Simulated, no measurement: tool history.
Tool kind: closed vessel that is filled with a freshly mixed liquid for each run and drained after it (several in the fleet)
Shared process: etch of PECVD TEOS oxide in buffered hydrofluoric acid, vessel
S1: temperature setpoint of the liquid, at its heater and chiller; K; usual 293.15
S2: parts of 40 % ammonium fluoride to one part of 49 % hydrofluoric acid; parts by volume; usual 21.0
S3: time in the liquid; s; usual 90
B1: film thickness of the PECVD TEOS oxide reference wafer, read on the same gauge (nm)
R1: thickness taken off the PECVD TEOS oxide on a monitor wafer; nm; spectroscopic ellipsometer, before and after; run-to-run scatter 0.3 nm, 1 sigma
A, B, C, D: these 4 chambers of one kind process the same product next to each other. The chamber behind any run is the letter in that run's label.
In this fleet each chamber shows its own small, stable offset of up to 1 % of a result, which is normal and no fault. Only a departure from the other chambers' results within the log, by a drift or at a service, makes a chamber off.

run,day,S1,S2,S3,B1,R1
1C,0.392,293.15,21.0,90,59.983,51.379
2B,0.767,293.15,21.0,90,60.025,51.016
3D,1.017,293.15,21.0,90,59.938,51.291
4A,1.408,293.15,21.0,90,60.036,51.859
5C,1.858,293.15,21.0,90,59.981,51.735
6B,2.246,293.15,21.0,90,59.992,51.256
7D,2.546,293.15,21.0,90,59.969,51.310
8A,2.975,293.15,21.0,90,60.004,51.037
9D,3.442,293.15,21.0,90,60.005,51.542
10A,3.721,293.15,21.0,90,60.038,51.365
11C,3.950,293.15,21.0,90,59.962,51.563
12B,4.204,293.15,21.0,90,60.000,51.155
13A,4.458,293.15,21.0,90,59.987,51.129
14D,4.792,293.15,21.0,90,60.005,51.460
15B,5.117,293.15,28.5,40,59.947,18.238
# day 5.546: chamber A: hydrofluoric acid flow meter replaced
16C,5.575,293.15,28.5,40,60.012,18.271
17C,5.925,293.15,28.5,40,59.959,18.502
18A,6.271,293.15,28.5,40,59.999,18.483
19B,6.646,293.15,21.0,90,59.961,49.962
20D,6.879,293.15,21.0,90,60.008,51.956
21B,7.367,293.15,21.0,90,59.950,50.642
22C,7.850,293.15,21.0,90,60.003,51.530
23D,8.267,293.15,21.0,90,59.985,51.453
24A,8.612,293.15,21.0,90,60.008,51.499
25A,8.958,293.15,21.0,90,60.037,50.721
26D,9.475,293.15,21.0,90,60.015,51.977
27B,9.721,293.15,21.0,90,59.993,49.426
28C,10.229,293.15,21.0,90,60.002,51.706
29A,10.629,291.15,21.0,55,59.979,28.047
30D,11.096,291.15,21.0,55,60.006,27.929
31C,11.621,291.15,21.0,55,60.041,27.932
32B,12.096,291.15,21.0,55,60.019,26.684
33C,12.583,293.15,21.0,90,60.019,51.699

All chambers now run identical settings, listed one chamber a line with results as question marks. What results will each chamber show?
34A,12.958,293.15,21.0,90,,?
34B,12.958,293.15,21.0,90,,?
34C,12.958,293.15,21.0,90,,?
34D,12.958,293.15,21.0,90,,?

run,R1
34A,50.971
34B,49.116
34C,51.655
34D,51.685

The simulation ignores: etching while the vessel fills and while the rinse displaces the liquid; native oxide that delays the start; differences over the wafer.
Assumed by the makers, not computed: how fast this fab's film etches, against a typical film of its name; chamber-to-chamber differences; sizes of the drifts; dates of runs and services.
